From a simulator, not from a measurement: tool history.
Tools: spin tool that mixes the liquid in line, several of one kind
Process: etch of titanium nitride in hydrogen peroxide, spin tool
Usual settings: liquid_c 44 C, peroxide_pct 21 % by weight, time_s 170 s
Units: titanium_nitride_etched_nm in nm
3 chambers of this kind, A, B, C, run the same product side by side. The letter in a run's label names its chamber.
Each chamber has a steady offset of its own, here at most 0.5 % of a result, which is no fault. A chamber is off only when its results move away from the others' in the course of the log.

| run | day | liquid_c | peroxide_pct | time_s | hours since the thermometer was replaced | hours since the peroxide flow meter was replaced | hours since the heated supply line was repaired | hours since the drum of peroxide was connected | read-back film thickness of the titanium nitride reference wafer, read on the same gauge (nm) | titanium_nitride_etched_nm |
|---|---|---|---|---|---|---|---|---|---|---|
| 1A | 0.312 | 44 | 21 | 170 | 226.5 | 245.2 | 272.5 | 508 | 109.99 | 5.2135 |
| 2C | 0.533 | 44 | 21 | 170 | 1318 | 763.4 | 973.9 | 68.5 | 110.01 | 5.1919 |
| 3B | 0.771 | 44 | 21 | 170 | 1933.3 | 1127.6 | 973.5 | 469.2 | 109.98 | 5.2101 |
| 4C | 0.946 | 44 | 21 | 170 | 1327.9 | 773.3 | 983.8 | 78.4 | 110.01 | 5.2136 |
| 5A | 1.179 | 44 | 21 | 170 | 247.3 | 266 | 293.3 | 528.8 | 110.03 | 5.2104 |
| 6B | 1.388 | 49 | 21 | 75 | 1948.1 | 1142.4 | 988.3 | 484 | 109.99 | 3.3018 |
|  | 1.475 | chamber B: peroxide flow meter replaced |
| 7C | 1.675 | 49 | 21 | 75 | 1345.4 | 790.8 | 1001.3 | 95.9 | 110 | 3.3359 |
| 8B | 2.025 | 49 | 21 | 75 | 1963.4 | 13.2 | 1003.6 | 499.3 | 109.97 | 3.3207 |
| 9A | 2.338 | 44 | 14.5 | 240 | 275.1 | 293.8 | 321.1 | 556.6 | 110 | 6.8411 |
| 10A | 2.521 | 44 | 14.5 | 240 | 279.5 | 298.2 | 325.5 | 561 | 109.99 | 6.8501 |
| 11B | 2.683 | 44 | 14.5 | 240 | 1979.2 | 29 | 1019.4 | 515.1 | 109.99 | 6.7454 |
| 12C | 2.896 | 44 | 21 | 170 | 1374.7 | 820.1 | 1030.6 | 125.2 | 109.97 | 5.1737 |
| 13B | 3.171 | 44 | 21 | 170 | 1990.9 | 40.7 | 1031.1 | 526.8 | 109.95 | 5.2083 |
| 14C | 3.388 | 44 | 21 | 170 | 1386.5 | 831.9 | 1042.4 | 137 | 109.96 | 5.1386 |
| 15A | 3.629 | 44 | 21 | 170 | 306.1 | 324.8 | 352.1 | 587.6 | 110 | 5.1844 |
| 16B | 3.912 | 44 | 21 | 170 | 2008.7 | 58.5 | 1048.9 | 544.6 | 109.96 | 5.2291 |
| 17A | 4.196 | 44 | 21 | 255 | 319.7 | 338.4 | 365.7 | 601.2 | 109.99 | 7.8055 |
| 18C | 4.471 | 44 | 21 | 255 | 1412.5 | 857.9 | 1068.4 | 163 | 110.01 | 7.6924 |
| 19C | 4.838 | 44 | 21 | 255 | 1421.3 | 866.7 | 1077.2 | 171.8 | 109.98 | 7.6541 |
| 20B | 5.012 | 39.5 | 18 | 170 | 2035.1 | 84.9 | 1075.3 | 571 | 109.98 | 3.5856 |
| 21A | 5.262 | 39.5 | 18 | 170 | 345.3 | 364 | 391.3 | 626.8 | 110.01 | 3.6184 |
| 22A | 5.471 | 39.5 | 18 | 170 | 350.3 | 369 | 396.3 | 631.8 | 109.99 | 3.5893 |
| 23B | 5.792 | 44 | 21 | 170 | 2053.8 | 103.6 | 1094 | 589.7 | 109.98 | 5.2302 |
| 24C | 6.004 | 44 | 21 | 170 | 1449.3 | 894.7 | 1105.2 | 199.8 | 109.98 | 5.0662 |
| 25B | 6.25 | 44 | 21 | 170 | 2064.8 | 114.6 | 1105 | 600.7 | 110.01 | 5.228 |
|  | 6.296 | chamber A: new drum of peroxide connected |
| 26C | 6.492 | 44 | 21 | 170 | 1461 | 906.4 | 1116.9 | 211.5 | 110.02 | 5.0479 |
| 27A | 6.858 | 40 | 21 | 260 | 383.6 | 402.3 | 429.6 | 13.5 | 109.99 | 5.9501 |
| 28A | 7.138 | 40 | 21 | 260 | 390.3 | 409 | 436.3 | 20.2 | 109.96 | 5.9443 |
| 29C | 7.371 | 40 | 21 | 260 | 1482.1 | 927.5 | 1138 | 232.6 | 110.01 | 5.6248 |
| 30B | 7.683 | 44 | 21 | 170 | 2099.2 | 149 | 1139.4 | 635.1 | 109.99 | 5.1734 |
| 31A | 7.917 | 44 | 21 | 170 | 409 | 427.7 | 455 | 38.9 | 109.98 | 5.2069 |
|  | 7.942 | chamber A: peroxide flow meter replaced |
|  | 8.088 | chamber C: thermometer replaced |
| 32B | 8.229 | 44 | 21 | 170 | 2112.3 | 162.1 | 1152.5 | 648.2 | 110.04 | 5.165 |
| 33C | 8.558 | 44 | 21 | 170 | 11.4 | 956 | 1166.5 | 261.1 | 110.01 | 4.9926 |
| 34B | 8.908 | 44 | 21 | 170 | 2128.6 | 178.4 | 1168.8 | 664.5 | 109.98 | 5.2456 |
| 35C | 9.083 | 44 | 16.5 | 170 | 24 | 968.6 | 1179.1 | 273.7 | 109.99 | 4.7032 |
| 36A | 9.242 | 44 | 16.5 | 170 | 440.8 | 31.3 | 486.8 | 70.7 | 109.98 | 4.9588 |
| 37B | 9.571 | 44 | 16.5 | 170 | 2144.5 | 194.3 | 1184.7 | 680.4 | 109.98 | 4.9263 |
| 38C | 9.933 | 44 | 21 | 170 | 44.4 | 989 | 1199.5 | 294.1 | 109.99 | 4.9474 |
| 39A | 10.283 | 47.5 | 25.5 | 170 | 465.8 | 56.3 | 511.8 | 95.7 | 109.95 | 7.0747 |
| 40C | 10.571 | 47.5 | 25.5 | 170 | 59.7 | 1004.3 | 1214.8 | 309.4 | 110.01 | 6.6229 |
| 41B | 10.758 | 47.5 | 25.5 | 170 | 2173 | 222.8 | 1213.2 | 708.9 | 110.02 | 6.9514 |
| 42A | 11.079 | 44 | 17 | 170 | 484.9 | 75.4 | 530.9 | 114.8 | 110.02 | 4.9425 |

All 3 chambers run these settings next. Forecast each chamber's results:
| 43A | 11.342 | 44 | 21 | 170 |  |  |  |  |  | ? |
| 43B | 11.342 | 44 | 21 | 170 |  |  |  |  |  | ? |
| 43C | 11.342 | 44 | 21 | 170 |  |  |  |  |  | ? |

| run | titanium_nitride_etched_nm |
|---|---|
| 43A | 5.2036 |
| 43B | 5.2102 |
| 43C | 4.8785 |
